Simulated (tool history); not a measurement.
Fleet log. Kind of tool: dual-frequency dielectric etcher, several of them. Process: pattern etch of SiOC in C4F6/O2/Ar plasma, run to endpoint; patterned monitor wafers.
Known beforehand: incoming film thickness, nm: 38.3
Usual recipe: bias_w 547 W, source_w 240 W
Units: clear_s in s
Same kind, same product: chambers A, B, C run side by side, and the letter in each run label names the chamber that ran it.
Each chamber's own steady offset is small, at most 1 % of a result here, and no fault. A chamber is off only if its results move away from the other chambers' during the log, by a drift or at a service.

run 1A hour=3.7 | bias_w=547 source_w=240 | clear_s=15.122
run 2B hour=7.2 | bias_w=547 source_w=240 | clear_s=15.124
-- hour=8.6 chamber C: wet clean of the chamber
run 3C hour=10.9 | bias_w=547 source_w=240 | clear_s=15.178
run 4B hour=15.4 | bias_w=547 source_w=240 | clear_s=15.138
run 5A hour=18.1 | bias_w=547 source_w=240 | clear_s=15.104
run 6C hour=20.1 | bias_w=547 source_w=270 | clear_s=14.431
run 7B hour=23.8 | bias_w=547 source_w=270 | clear_s=14.462
run 8C hour=28.2 | bias_w=547 source_w=270 | clear_s=14.454
run 9A hour=30.9 | bias_w=547 source_w=240 | clear_s=14.965
run 10C hour=32.9 | bias_w=547 source_w=240 | clear_s=15.015
run 11B hour=35.4 | bias_w=547 source_w=240 | clear_s=15.074
run 12A hour=39 | bias_w=547 source_w=240 | clear_s=15.053
run 13B hour=41.3 | bias_w=547 source_w=240 | clear_s=15.055
run 14C hour=45 | bias_w=452 source_w=270 | clear_s=15.605
run 15A hour=49 | bias_w=452 source_w=270 | clear_s=15.498
run 16A hour=51.1 | bias_w=452 source_w=270 | clear_s=15.572
run 17B hour=54.7 | bias_w=472 source_w=260 | clear_s=15.615
run 18C hour=56.9 | bias_w=472 source_w=260 | clear_s=15.409
run 19A hour=61.2 | bias_w=472 source_w=260 | clear_s=15.402
run 20C hour=63.4 | bias_w=547 source_w=240 | clear_s=15.031
run 21B hour=67.5 | bias_w=547 source_w=240 | clear_s=15.237
run 22C hour=69.7 | bias_w=547 source_w=240 | clear_s=15.054
run 23B hour=73.4 | bias_w=436 source_w=260 | clear_s=15.978
run 24A hour=77.6 | bias_w=436 source_w=260 | clear_s=15.765
run 25A hour=80 | bias_w=436 source_w=260 | clear_s=15.841
run 26B hour=82.2 | bias_w=547 source_w=240 | clear_s=15.248
run 27C hour=85.1 | bias_w=547 source_w=240 | clear_s=15.148
run 28A hour=88.4 | bias_w=547 source_w=240 | clear_s=14.967
run 29C hour=90.5 | bias_w=639 source_w=190 | clear_s=15.39
run 30B hour=94.4 | bias_w=639 source_w=190 | clear_s=15.507
run 31C hour=98.6 | bias_w=639 source_w=190 | clear_s=15.382

Predict what each chamber gives when all 3 of them run the settings below next.
run 32A hour=101.9 | bias_w=469 source_w=240 | clear_s=?
run 32B hour=101.9 | bias_w=469 source_w=240 | clear_s=?
run 32C hour=101.9 | bias_w=469 source_w=240 | clear_s=?

run=32A clear_s=15.952
run=32B clear_s=15.952
run=32C clear_s=16.073
